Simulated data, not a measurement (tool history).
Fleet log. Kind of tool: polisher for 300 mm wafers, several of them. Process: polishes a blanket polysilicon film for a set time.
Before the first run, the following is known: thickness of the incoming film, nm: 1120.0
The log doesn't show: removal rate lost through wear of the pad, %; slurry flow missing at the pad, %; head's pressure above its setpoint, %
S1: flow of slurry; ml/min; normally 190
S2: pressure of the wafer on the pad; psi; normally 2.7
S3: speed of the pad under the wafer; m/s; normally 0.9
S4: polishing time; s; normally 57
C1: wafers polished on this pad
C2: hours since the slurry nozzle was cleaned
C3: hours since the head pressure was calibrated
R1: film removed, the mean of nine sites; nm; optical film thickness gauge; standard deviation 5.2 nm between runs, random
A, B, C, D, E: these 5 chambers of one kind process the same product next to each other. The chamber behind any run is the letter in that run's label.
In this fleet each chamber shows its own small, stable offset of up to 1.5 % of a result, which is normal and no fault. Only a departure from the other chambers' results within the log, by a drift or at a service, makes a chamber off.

| run | day | S1 | S2 | S3 | S4 | C1 | C2 | C3 | R1 |
|---|---|---|---|---|---|---|---|---|---|
|  | 0.212 | chamber E: worn pad replaced by a new one |
| 1C | 0.296 | 190 | 2.7 | 0.9 | 57 | 905 | 173.2 | 1403.7 | 379.2 |
|  | 0.388 | chamber C: worn pad replaced by a new one |
| 2A | 0.604 | 190 | 2.7 | 0.9 | 57 | 1171 | 295.8 | 221.6 | 353.42 |
| 3D | 0.958 | 190 | 2.7 | 0.9 | 57 | 949 | 594.7 | 186.2 | 357.85 |
|  | 1.092 | chamber D: worn pad replaced by a new one |
|  | 1.283 | chamber A: worn pad replaced by a new one |
| 4E | 1.375 | 190 | 2.7 | 0.9 | 57 | 416 | 304.8 | 143.8 | 357.26 |
| 5B | 1.933 | 190 | 2.7 | 0.8 | 57 | 756 | 337.5 | 253.5 | 321.59 |
| 6B | 2.212 | 190 | 2.7 | 0.8 | 57 | 856 | 344.2 | 260.2 | 315.64 |
| 7A | 2.629 | 190 | 2.7 | 0.8 | 57 | 482 | 344.4 | 270.2 | 322.13 |
|  | 2.842 | chamber C: worn pad replaced by a new one |
|  | 3.071 | chamber B: worn pad replaced by a new one |
| 8C | 3.096 | 190 | 2.7 | 0.8 | 57 | 91 | 240.4 | 1470.9 | 320.79 |
| 9D | 3.392 | 190 | 2.7 | 0.8 | 57 | 822 | 653.1 | 244.6 | 315.34 |
| 10E | 3.717 | 190 | 3 | 0.78 | 57 | 1253 | 361 | 200 | 354.09 |
|  | 4.038 | chamber D: worn pad replaced by a new one |
| 11B | 4.042 | 190 | 3 | 0.78 | 57 | 348 | 388.1 | 304.1 | 347.92 |
| 12A | 4.538 | 190 | 3 | 0.78 | 57 | 1164 | 390.2 | 316 | 355.14 |
|  | 4.583 | chamber E: worn pad replaced by a new one |
| 13C | 4.833 | 190 | 3 | 0.78 | 57 | 712 | 282.1 | 1512.6 | 353.03 |
|  | 4.929 | chamber D: slurry nozzle cleaned |
| 14D | 5.142 | 190 | 3 | 0.78 | 57 | 396 | 5.1 | 286.6 | 348.12 |
|  | 5.2 | chamber A: worn pad replaced by a new one |
| 15E | 5.617 | 190 | 2.7 | 0.9 | 57 | 370 | 406.6 | 245.6 | 361.83 |
|  | 5.662 | chamber C: worn pad replaced by a new one |
|  | 6.192 | chamber C: head pressure recalibrated |
| 16D | 6.2 | 230 | 2.7 | 0.9 | 57 | 774 | 30.5 | 312 | 360.71 |
| 17A | 6.488 | 230 | 2.7 | 0.9 | 57 | 460 | 437 | 362.8 | 367.96 |
|  | 6.738 | chamber B: worn pad replaced by a new one |
| 18C | 6.788 | 230 | 2.7 | 0.9 | 57 | 403 | 329 | 14.3 | 375.3 |
| 19E | 7.112 | 230 | 2.7 | 0.9 | 57 | 905 | 442.5 | 281.5 | 377.24 |
|  | 7.688 | chamber D: worn pad replaced by a new one |
| 20B | 7.688 | 230 | 2.7 | 0.9 | 57 | 340 | 475.6 | 391.6 | 365.6 |
| 21D | 8.029 | 190 | 2.7 | 0.9 | 57 | 122 | 74.4 | 355.9 | 362.14 |
|  | 8.4 | chamber C: worn pad replaced by a new one |
| 22E | 8.604 | 190 | 3.2 | 0.9 | 41 | 1439 | 478.3 | 317.3 | 307.27 |
|  | 8.958 | chamber E: worn pad replaced by a new one |
|  | 9.012 | chamber A: worn pad replaced by a new one |
| 23A | 9.071 | 190 | 3.2 | 0.9 | 41 | 21 | 499 | 424.8 | 311.83 |
| 24C | 9.338 | 190 | 3.2 | 0.9 | 41 | 336 | 390.2 | 75.5 | 314.11 |
|  | 9.517 | chamber E: head pressure recalibrated |
| 25B | 9.658 | 190 | 3.2 | 0.9 | 41 | 1045 | 522.9 | 438.9 | 314.91 |
| 26C | 10.125 | 190 | 3.2 | 0.9 | 41 | 618 | 409.1 | 94.4 | 305.47 |
| 27A | 10.412 | 190 | 2.7 | 0.9 | 57 | 501 | 531.2 | 457 | 358.3 |
|  | 10.488 | chamber D: worn pad replaced by a new one |
| 28E | 10.783 | 190 | 2.7 | 0.9 | 57 | 653 | 530.6 | 30.5 | 357.9 |
|  | 10.962 | chamber B: worn pad replaced by a new one |
| 29D | 11.108 | 190 | 2.7 | 0.9 | 57 | 222 | 148.3 | 429.8 | 356.13 |
|  | 11.429 | chamber C: worn pad replaced by a new one |
| 30B | 11.692 | 190 | 2.7 | 0.9 | 57 | 261 | 571.7 | 487.7 | 349.03 |
| 31E | 12.046 | 190 | 2.7 | 0.9 | 57 | 1105 | 560.9 | 60.8 | 359.7 |
| 32D | 12.304 | 190 | 2.7 | 0.9 | 57 | 650 | 177 | 458.5 | 351.47 |
|  | 12.517 | chamber A: worn pad replaced by a new one |
| 33B | 12.821 | 240 | 2.7 | 0.9 | 57 | 665 | 598.8 | 514.8 | 378.38 |
| 34A | 13.092 | 240 | 2.7 | 0.9 | 57 | 207 | 595.5 | 521.3 | 365.55 |
| 35C | 13.454 | 240 | 2.7 | 0.9 | 57 | 724 | 489 | 174.3 | 369.85 |

Next, every chamber runs the same settings. What will each give?
| 36A | 13.883 | 190 | 2.7 | 0.9 | 57 |  |  |  | ? |
| 36B | 13.883 | 190 | 2.7 | 0.9 | 57 |  |  |  | ? |
| 36C | 13.883 | 190 | 2.7 | 0.9 | 57 |  |  |  | ? |
| 36D | 13.883 | 190 | 2.7 | 0.9 | 57 |  |  |  | ? |
| 36E | 13.883 | 190 | 2.7 | 0.9 | 57 |  |  |  | ? |

| run | R1 |
|---|---|
| 36A | 349.31 |
| 36B | 364.13 |
| 36C | 368.94 |
| 36D | 356.69 |
| 36E | 358.64 |
